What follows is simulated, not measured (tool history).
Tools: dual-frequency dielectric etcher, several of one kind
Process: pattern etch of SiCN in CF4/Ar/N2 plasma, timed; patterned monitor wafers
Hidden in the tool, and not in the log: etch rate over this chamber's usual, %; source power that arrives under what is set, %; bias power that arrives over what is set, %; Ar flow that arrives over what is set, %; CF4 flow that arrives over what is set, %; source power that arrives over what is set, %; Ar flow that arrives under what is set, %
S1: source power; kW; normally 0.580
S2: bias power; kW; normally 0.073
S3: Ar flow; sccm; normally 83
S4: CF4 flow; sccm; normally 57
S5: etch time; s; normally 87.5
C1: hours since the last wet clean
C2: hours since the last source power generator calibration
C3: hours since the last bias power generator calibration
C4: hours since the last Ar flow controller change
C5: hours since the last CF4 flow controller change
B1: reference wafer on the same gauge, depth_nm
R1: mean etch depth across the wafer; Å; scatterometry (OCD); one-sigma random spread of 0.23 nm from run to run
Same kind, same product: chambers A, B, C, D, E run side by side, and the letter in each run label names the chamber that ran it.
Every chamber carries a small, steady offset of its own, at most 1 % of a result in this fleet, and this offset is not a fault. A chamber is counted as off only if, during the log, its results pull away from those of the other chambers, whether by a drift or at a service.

run,day,S1,S2,S3,S4,S5,C1,C2,C3,C4,C5,B1,R1
1C,0.408,0.580,0.073,83,57,87.5,321.5,667.7,593.8,2520.5,2142.2,92.885,942.58
2A,0.758,0.580,0.073,83,57,87.5,188.5,881.6,1289.9,2970.8,3460.3,92.909,936.66
3D,1.075,0.580,0.073,83,57,87.5,43.5,1330.2,2430.5,2576.2,251.9,92.931,947.31
4B,1.412,0.580,0.073,83,57,87.5,55.3,197.3,2210.1,1980.7,1418.4,92.950,936.39
5E,1.771,0.580,0.073,83,57,87.5,325.5,3493.2,2110.4,2470.8,412.5,92.887,943.60
6C,2.021,0.580,0.073,83,57,87.5,360.2,706.4,632.5,2559.2,2180.9,92.926,936.37
7A,2.329,0.580,0.073,83,57,87.5,226.2,919.3,1327.6,3008.5,3498.0,92.869,941.72
8B,2.571,0.580,0.073,83,57,87.5,83.1,225.1,2237.9,2008.5,1446.2,92.914,937.35
9D,2.925,0.580,0.073,83,57,87.5,87.9,1374.6,2474.9,2620.6,296.3,92.899,947.68
10E,3.233,0.580,0.073,83,57,87.5,360.6,3528.3,2145.5,2505.9,447.6,92.874,944.22
11A,3.600,0.440,0.073,83,57,87.5,256.7,949.8,1358.1,3039.0,3528.5,92.932,738.99
# day 3.700: chamber D: bias power generator calibrated
12E,3.829,0.440,0.073,83,57,87.5,374.9,3542.6,2159.8,2520.2,461.9,92.916,745.67
13B,4.104,0.440,0.073,83,57,87.5,119.9,261.9,2274.7,2045.3,1483.0,92.873,733.65
14D,4.425,0.440,0.073,83,57,87.5,123.9,1410.6,17.4,2656.6,332.3,92.946,739.82
15C,4.638,0.440,0.073,83,57,87.5,423.0,769.2,695.3,2622.0,2243.7,92.929,732.52
16C,4.979,0.580,0.073,83,51,87.5,431.2,777.4,703.5,2630.2,2251.9,92.955,923.39
17A,5.292,0.580,0.073,83,51,87.5,297.3,990.4,1398.7,3079.6,3569.1,92.907,921.16
18B,5.542,0.580,0.073,83,51,87.5,154.4,296.4,2309.2,2079.8,1517.5,92.874,923.61
# day 5.562: chamber A: wet clean of the chamber
19E,5.867,0.580,0.073,83,51,87.5,423.8,3591.5,2208.7,2569.1,510.8,92.878,936.84
20D,6.092,0.580,0.073,83,51,87.5,163.9,1450.6,57.4,2696.6,372.3,92.909,933.36
21C,6.429,0.580,0.073,83,57,87.5,466.0,812.2,738.3,2665.0,2286.7,92.919,941.42
22D,6.838,0.580,0.073,83,57,87.5,181.8,1468.5,75.3,2714.5,390.2,92.889,944.53
23B,7.117,0.580,0.073,83,57,87.5,192.2,334.2,2347.0,2117.6,1555.3,92.844,941.17
24A,7.338,0.580,0.073,83,57,87.5,42.7,1039.5,1447.8,3128.7,3618.2,92.840,940.38
25E,7.712,0.580,0.073,83,57,87.5,468.1,3635.8,2253.0,2613.4,555.1,92.953,958.83
# day 7.979: chamber C: wet clean of the chamber
26D,7.992,0.580,0.073,83,57,87.5,209.5,1496.2,103.0,2742.2,417.9,92.926,945.11
27A,8.362,0.630,0.061,83,57,87.5,67.3,1064.1,1472.4,3153.3,3642.8,92.936,950.35
28C,8.688,0.630,0.061,83,57,87.5,17.0,866.4,792.5,2719.2,2340.9,92.847,952.92
29B,8.946,0.630,0.061,83,57,87.5,236.1,378.1,2390.9,2161.5,1599.2,92.884,953.51
30E,9.354,0.630,0.061,83,57,87.5,507.5,3675.2,2292.4,2652.8,594.5,92.892,979.17
31A,9.633,0.630,0.061,83,57,87.5,97.8,1094.6,1502.9,3183.8,3673.3,92.950,951.53
32E,9.812,0.580,0.073,72,57,87.5,518.5,3686.2,2303.4,2663.8,605.5,92.895,983.90
33D,9.992,0.580,0.073,72,57,87.5,257.5,1544.2,151.0,2790.2,465.9,92.934,967.72
# day 10.158: chamber B: CF4 flow controller replaced
34B,10.312,0.580,0.073,72,57,87.5,268.9,410.9,2423.7,2194.3,3.8,92.890,960.12
35C,10.704,0.580,0.073,72,57,87.5,65.4,914.8,840.9,2767.6,2389.3,92.888,959.09
36B,11.017,0.580,0.073,72,57,87.5,285.8,427.8,2440.6,2211.2,20.7,92.909,961.84
37D,11.421,0.580,0.073,83,57,87.5,291.8,1578.5,185.3,2824.5,500.2,92.932,948.40
38C,11.800,0.580,0.073,83,57,87.5,91.7,941.1,867.2,2793.9,2415.6,92.952,943.76
39E,12.088,0.580,0.073,83,57,87.5,573.1,3740.8,2358.0,2718.4,660.1,92.960,975.12
40A,12.296,0.580,0.073,83,57,87.5,161.7,1158.5,1566.8,3247.7,3737.2,92.897,944.26
41D,12.542,0.580,0.073,83,57,87.5,318.7,1605.4,212.2,2851.4,527.1,92.921,946.01

What goes on in this fleet: one chamber off, a drifting gauge, or nothing beyond the chambers' own small offsets? Name the chamber and the cause, if any.

One chamber, E, drifts off from the rest bit by bit.
Cause: etch rate over this chamber's usual, % = 2.78.
With only this log, it may be confused with: source power that arrives over what is set, %.

Which of the 4 candidates below, each the usual settings with something changed and its results left as question marks, puts chamber E back in line with what the other chambers give on the usual settings?
To be in line, a result may differ from the other chambers' mean on the usual settings by at most: R1 8.00 Å
42E-1,12.842,0.580,0.073,92,51,87.5,,,,,,,?
42E-2,12.842,0.580,0.074,82,57,93.0,,,,,,,?
42E-3,12.842,0.570,0.072,83,57,83.5,,,,,,,?
42E-4,12.842,0.600,0.074,83,57,87.5,,,,,,,?

Other chambers, usual settings, mean: R1 941.12 Å
run,R1
42E-1,938.05
42E-2,1037.90
42E-3,907.67
42E-4,1003.90
42E-1 is the one that brings the chamber's results back in line with the other chambers.
